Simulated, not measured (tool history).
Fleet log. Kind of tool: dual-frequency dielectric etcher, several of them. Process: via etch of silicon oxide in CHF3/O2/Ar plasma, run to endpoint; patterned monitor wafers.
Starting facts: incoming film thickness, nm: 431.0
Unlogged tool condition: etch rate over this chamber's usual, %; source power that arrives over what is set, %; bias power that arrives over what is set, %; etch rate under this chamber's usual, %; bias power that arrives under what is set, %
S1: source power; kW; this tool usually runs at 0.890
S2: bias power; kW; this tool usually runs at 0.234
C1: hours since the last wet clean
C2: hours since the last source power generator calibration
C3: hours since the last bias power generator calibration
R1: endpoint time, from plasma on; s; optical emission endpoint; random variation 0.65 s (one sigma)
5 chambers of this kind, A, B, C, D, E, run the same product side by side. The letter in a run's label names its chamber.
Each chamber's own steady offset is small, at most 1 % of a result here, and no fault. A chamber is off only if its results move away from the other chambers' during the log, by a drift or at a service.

At hour 4.5: chamber A: bias power generator calibrated.
Run 1B, hour 8.9: usual settings; C1 272.3; C2 1174.7; C3 515.1. Result: R1 173.44 s.
Run 2C, hour 16.0: usual settings; C1 31.1; C2 189.8; C3 1112.0. Result: R1 172.98 s.
At hour 24.3: chamber A: wet clean of the chamber.
Run 3D, hour 25.8: usual settings; C1 137.2; C2 1611.3; C3 3275.0. Result: R1 169.64 s.
Run 4A, hour 32.7: usual settings; C1 8.4; C2 1549.8; C3 28.2. Result: R1 170.88 s.
Run 5E, hour 42.2: usual settings; C1 232.4; C2 1602.4; C3 1967.0. Result: R1 171.35 s.
Run 6C, hour 51.7: usual settings; C1 66.8; C2 225.5; C3 1147.7. Result: R1 171.71 s.
Run 7D, hour 59.9: usual settings; C1 171.3; C2 1645.4; C3 3309.1. Result: R1 170.04 s.
Run 8A, hour 65.8: usual settings; C1 41.5; C2 1582.9; C3 61.3. Result: R1 171.27 s.
Run 9E, hour 75.6: usual settings but S1 1.060 kW, S2 0.291 kW; C1 265.8; C2 1635.8; C3 2000.4. Result: R1 148.66 s.
Run 10B, hour 83.7: usual settings but S1 1.060 kW, S2 0.291 kW; C1 347.1; C2 1249.5; C3 589.9. Result: R1 149.96 s.
Run 11C, hour 90.6: usual settings but S1 1.060 kW, S2 0.291 kW; C1 105.7; C2 264.4; C3 1186.6. Result: R1 149.21 s.
Run 12E, hour 98.2: usual settings but S1 1.060 kW, S2 0.291 kW; C1 288.4; C2 1658.4; C3 2023.0. Result: R1 148.69 s.
Run 13B, hour 105.8: usual settings but S1 1.060 kW, S2 0.291 kW; C1 369.2; C2 1271.6; C3 612.0. Result: R1 150.65 s.
Run 14A, hour 111.6: usual settings; C1 87.3; C2 1628.7; C3 107.1. Result: R1 171.81 s.
Run 15D, hour 121.3: usual settings; C1 232.7; C2 1706.8; C3 3370.5. Result: R1 170.57 s.
Run 16C, hour 130.7: usual settings; C1 145.8; C2 304.5; C3 1226.7. Result: R1 171.67 s.
Run 17E, hour 139.3: usual settings; C1 329.5; C2 1699.5; C3 2064.1. Result: R1 171.42 s.
Run 18B, hour 145.9: usual settings; C1 409.3; C2 1311.7; C3 652.1. Result: R1 173.56 s.
At hour 148.3: chamber E: wet clean of the chamber.
Run 19D, hour 154.0: usual settings; C1 265.4; C2 1739.5; C3 3403.2. Result: R1 169.53 s.
Run 20A, hour 160.7: usual settings; C1 136.4; C2 1677.8; C3 156.2. Result: R1 170.81 s.
Run 21C, hour 167.7: usual settings; C1 182.8; C2 341.5; C3 1263.7. Result: R1 171.32 s.
Run 22A, hour 172.9: usual settings; C1 148.6; C2 1690.0; C3 168.4. Result: R1 170.30 s.
Run 23D, hour 177.3: usual settings; C1 288.7; C2 1762.8; C3 3426.5. Result: R1 170.71 s.
Run 24B, hour 185.7: usual settings; C1 449.1; C2 1351.5; C3 691.9. Result: R1 173.00 s.
Run 25E, hour 191.7: usual settings; C1 43.5; C2 1751.9; C3 2116.5. Result: R1 164.20 s.
Run 26B, hour 197.0: usual settings; C1 460.4; C2 1362.8; C3 703.2. Result: R1 173.49 s.
Run 27A, hour 206.6: usual settings; C1 182.3; C2 1723.7; C3 202.1. Result: R1 172.02 s.
Run 28C, hour 211.7: usual settings; C1 226.8; C2 385.5; C3 1307.7. Result: R1 172.62 s.
Run 29E, hour 220.1: usual settings; C1 71.9; C2 1780.3; C3 2144.9. Result: R1 165.35 s.
Run 30D, hour 225.8: usual settings; C1 337.2; C2 1811.3; C3 3475.0. Result: R1 169.09 s.
Run 31A, hour 233.7: usual settings; C1 209.4; C2 1750.8; C3 229.2. Result: R1 171.71 s.
Run 32B, hour 242.2: usual settings; C1 505.6; C2 1408.0; C3 748.4. Result: R1 173.01 s.

Has any chamber moved away from the others, gradually or after a service, or does the common gauge drift, or do the chambers differ only by their own small steady offsets? State the chamber and the most likely cause if one applies.

After it was serviced, chamber E no longer matches the other chambers.
What lies behind it: etch rate over this chamber's usual, % = 4.18.

Here are 4 candidates for chamber E's next run, each the usual settings with a change, their results left as question marks. Which one brings its results back in line with what the others give on the usual settings?
In-line tolerance around the mean of the other chambers on the usual settings: R1 2.30 s
Run 33E-1, hour 249.3: usual settings but S1 0.990 kW, S2 0.258 kW. Result: R1 ?.
Run 33E-2, hour 249.3: usual settings but S2 0.204 kW. Result: R1 ?.
Run 33E-3, hour 249.3: usual settings but S2 0.188 kW. Result: R1 ?.
Run 33E-4, hour 249.3: usual settings but S1 0.990 kW. Result: R1 ?.

Usual-settings mean across the other chambers: R1 171.74 s
  run      R1
33E-1  152.31
33E-2  171.97
33E-3  176.71
33E-4  157.53
The right change is 33E-2: it brings the chamber back within the allowed miss of the others.

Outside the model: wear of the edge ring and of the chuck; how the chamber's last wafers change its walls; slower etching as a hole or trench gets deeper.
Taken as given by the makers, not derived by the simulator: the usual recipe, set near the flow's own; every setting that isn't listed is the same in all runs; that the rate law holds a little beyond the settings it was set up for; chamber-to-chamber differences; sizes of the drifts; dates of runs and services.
